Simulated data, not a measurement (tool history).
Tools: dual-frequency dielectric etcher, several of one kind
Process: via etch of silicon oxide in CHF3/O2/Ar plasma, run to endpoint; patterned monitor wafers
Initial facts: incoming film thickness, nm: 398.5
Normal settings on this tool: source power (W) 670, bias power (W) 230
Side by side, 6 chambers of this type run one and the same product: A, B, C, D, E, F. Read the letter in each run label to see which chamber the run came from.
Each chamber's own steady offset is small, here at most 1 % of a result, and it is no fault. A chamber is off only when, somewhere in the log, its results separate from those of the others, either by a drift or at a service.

| run | day | source power (W) | bias power (W) | hours since the last wet clean | hours since the last source power generator calibration | hours since the last bias power generator calibration | endpoint time (s) |
|---|---|---|---|---|---|---|---|
| 1F | 0.321 | 670 | 230 | 115.3 | 1784.5 | 803.1 | 180.99 |
| 2D | 0.7 | 670 | 230 | 50.1 | 363.2 | 2043.7 | 177.21 |
| 3C | 1.142 | 670 | 230 | 425.8 | 3777.1 | 3822.4 | 177.79 |
|  | 1.504 | chamber B: wet clean of the chamber |
| 4B | 1.588 | 670 | 230 | 2.1 | 1823.3 | 2624.9 | 179.39 |
| 5A | 2.021 | 670 | 230 | 478.9 | 449.5 | 499.6 | 179.04 |
| 6E | 2.279 | 770 | 174 | 137.5 | 1220.4 | 274.8 | 183.35 |
|  | 2.583 | chamber C: wet clean of the chamber |
| 7C | 2.592 | 770 | 174 | 0.2 | 3811.9 | 3857.2 | 184.86 |
|  | 2.929 | chamber A: wet clean of the chamber |
| 8B | 2.996 | 770 | 174 | 35.9 | 1857.1 | 2658.7 | 187.29 |
| 9E | 3.417 | 770 | 174 | 164.8 | 1247.7 | 302.1 | 185.05 |
| 10A | 3.679 | 770 | 174 | 18 | 489.3 | 539.4 | 186.81 |
| 11F | 4.038 | 770 | 174 | 204.5 | 1873.7 | 892.3 | 186.32 |
| 12D | 4.338 | 670 | 230 | 137.4 | 450.5 | 2131 | 178.47 |
| 13C | 4.788 | 670 | 230 | 52.9 | 3864.6 | 3909.9 | 177.74 |
|  | 4.983 | chamber C: source power generator calibrated |
|  | 5.046 | chamber C: bias power generator calibrated |
| 14A | 5.192 | 670 | 230 | 54.3 | 525.6 | 575.7 | 179.38 |
| 15D | 5.458 | 670 | 230 | 164.3 | 477.4 | 2157.9 | 177.54 |
| 16E | 5.917 | 670 | 230 | 224.8 | 1307.7 | 362.1 | 176.95 |
| 17F | 6.388 | 670 | 230 | 260.9 | 1930.1 | 948.7 | 179.61 |
| 18B | 6.7 | 670 | 230 | 124.8 | 1946 | 2747.6 | 178.54 |
| 19B | 6.95 | 670 | 230 | 130.8 | 1952 | 2753.6 | 177.61 |
| 20E | 7.417 | 670 | 230 | 260.8 | 1343.7 | 398.1 | 176.19 |
| 21F | 7.729 | 670 | 230 | 293.1 | 1962.3 | 980.9 | 180.95 |
| 22C | 8.2 | 670 | 230 | 134.8 | 77.3 | 75.7 | 178.68 |
| 23A | 8.625 | 670 | 230 | 136.7 | 608 | 658.1 | 179.28 |
| 24D | 8.933 | 670 | 230 | 247.7 | 560.8 | 2241.3 | 176.26 |
| 25F | 9.146 | 670 | 230 | 327.1 | 1996.3 | 1014.9 | 182.57 |
| 26A | 9.488 | 670 | 230 | 157.4 | 628.7 | 678.8 | 178.38 |
| 27E | 9.896 | 670 | 230 | 320.3 | 1403.2 | 457.6 | 177.39 |
| 28B | 10.338 | 550 | 249 | 212.1 | 2033.3 | 2834.9 | 188.97 |
| 29C | 10.571 | 550 | 249 | 191.7 | 134.2 | 132.6 | 185.69 |
| 30D | 10.871 | 550 | 249 | 294.2 | 607.3 | 2287.8 | 185.04 |
| 31E | 11.238 | 550 | 249 | 352.5 | 1435.4 | 489.8 | 186.45 |
| 32D | 11.712 | 550 | 249 | 314.4 | 627.5 | 2308 | 185.4 |
| 33C | 11.95 | 550 | 249 | 224.8 | 167.3 | 165.7 | 187.6 |
| 34B | 12.283 | 670 | 230 | 258.8 | 2080 | 2881.6 | 178.87 |
| 35A | 12.738 | 670 | 230 | 235.4 | 706.7 | 756.8 | 180.07 |
| 36F | 13.096 | 530 | 273 | 421.9 | 2091.1 | 1109.7 | 187.88 |
| 37E | 13.488 | 530 | 273 | 406.5 | 1489.4 | 543.8 | 182.02 |
| 38B | 13.946 | 530 | 273 | 298.7 | 2119.9 | 2921.5 | 183.26 |
| 39A | 14.2 | 530 | 273 | 270.5 | 741.8 | 791.9 | 185.59 |
| 40F | 14.421 | 530 | 273 | 453.7 | 2122.9 | 1141.5 | 189.34 |

For the next run the whole fleet of 6 chambers uses the same settings. Give each chamber's results:
| 41A | 14.767 | 670 | 230 |  |  |  | ? |
| 41B | 14.767 | 670 | 230 |  |  |  | ? |
| 41C | 14.767 | 670 | 230 |  |  |  | ? |
| 41D | 14.767 | 670 | 230 |  |  |  | ? |
| 41E | 14.767 | 670 | 230 |  |  |  | ? |
| 41F | 14.767 | 670 | 230 |  |  |  | ? |

| run | endpoint time (s) |
|---|---|
| 41A | 180.72 |
| 41B | 179.3 |
| 41C | 178.21 |
| 41D | 177.05 |
| 41E | 176.97 |
| 41F | 183.74 |

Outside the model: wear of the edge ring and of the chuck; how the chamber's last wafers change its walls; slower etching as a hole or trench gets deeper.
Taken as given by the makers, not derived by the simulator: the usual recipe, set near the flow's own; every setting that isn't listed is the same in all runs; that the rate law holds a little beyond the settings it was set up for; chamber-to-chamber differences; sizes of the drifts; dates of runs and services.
